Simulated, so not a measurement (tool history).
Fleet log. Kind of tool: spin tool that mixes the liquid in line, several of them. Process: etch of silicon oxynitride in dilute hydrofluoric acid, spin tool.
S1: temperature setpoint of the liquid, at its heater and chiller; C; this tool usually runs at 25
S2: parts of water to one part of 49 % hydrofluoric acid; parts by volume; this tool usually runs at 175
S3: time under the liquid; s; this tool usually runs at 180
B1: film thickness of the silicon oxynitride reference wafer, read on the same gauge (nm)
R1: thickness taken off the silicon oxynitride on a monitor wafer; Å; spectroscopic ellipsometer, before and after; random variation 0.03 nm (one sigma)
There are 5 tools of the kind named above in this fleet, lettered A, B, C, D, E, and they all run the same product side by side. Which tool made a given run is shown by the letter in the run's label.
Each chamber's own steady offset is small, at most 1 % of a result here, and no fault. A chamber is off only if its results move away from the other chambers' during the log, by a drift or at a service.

run   hour  S1   S2   S3      B1      R1
 1A   12.3  25  175  180  70.013  17.663
 2C     24  25  175  180  70.013  17.893
 3B   30.5  25  175  180  69.999  17.946
 4D   37.4  25  175  180  70.001  17.867
 5E   45.7  25  175  180  70.015  17.486
 6D   59.1  25  175  180  70.002  17.702
 7A     73  25  120  265  69.999  40.339
 8B   80.4  25  120  265  70.007  40.716
 9C   92.4  25  120  265  69.992  38.674
10E  100.8  25  120  265  69.998  39.306
11E  107.1  25  120  265  69.997   39.67
12D  113.4  25  175  180  70.014  17.831
13A  121.6  25  175  180  70.003  18.008
14B  132.9  25  175  180  70.002  17.913
     135.7  -- chamber B: thermometer replaced
     140.3  -- chamber A: hydrofluoric acid flow meter replaced
     142.4  -- chamber A: thermometer replaced
15C  146.3  25  175  180   69.98  18.301
16E  158.7  25  175  180   70.02  18.454
17A  172.9  25  175  180  69.998  18.315
18C  179.6  25  115  180  70.019  29.044
19B  189.1  25  115  180  69.992  29.713
20D  201.7  25  115  180  69.971  28.961
21D  213.1  25  115  180  69.999   28.06
22B  219.2  25  115  180  69.984  28.553
       228  -- chamber C: hydrofluoric acid flow meter replaced
23E  230.4  25  175  180  70.002  17.785
24C  238.7  25  175  180  70.005  17.138
25A  246.9  25  175  180  69.976  17.694
26D  257.2  25  175  180  69.998  17.791
27C  267.9  25  175  180  69.993  17.676
28B  279.3  25  175  180  69.998  17.953
29A  288.7  25  175  180  70.011  18.286
30E  298.7  25  175  180  70.005  17.766
31D  305.6  25  175  180  69.991  17.834
32B  318.6  25  175  180  69.999   17.76
33C  326.7  25  175  180  70.003  17.574
34E  332.9  25  175  180  70.009  17.564
35A  344.8  25  175  180  70.022  17.958
36C  358.2  25  175  180  69.994  17.818
37D  370.4  25  175  180  69.992  17.929
38E  379.8  25  175  180  69.999  17.831
39B  390.5  29  175  180  69.989  21.343

Has any chamber moved away from the others, gradually or after a service, or does the common gauge drift, or do the chambers differ only by their own small steady offsets? State the chamber and the most likely cause if one applies.

Beyond each chamber's small constant offset nothing stands out, and the gauge stays steady.

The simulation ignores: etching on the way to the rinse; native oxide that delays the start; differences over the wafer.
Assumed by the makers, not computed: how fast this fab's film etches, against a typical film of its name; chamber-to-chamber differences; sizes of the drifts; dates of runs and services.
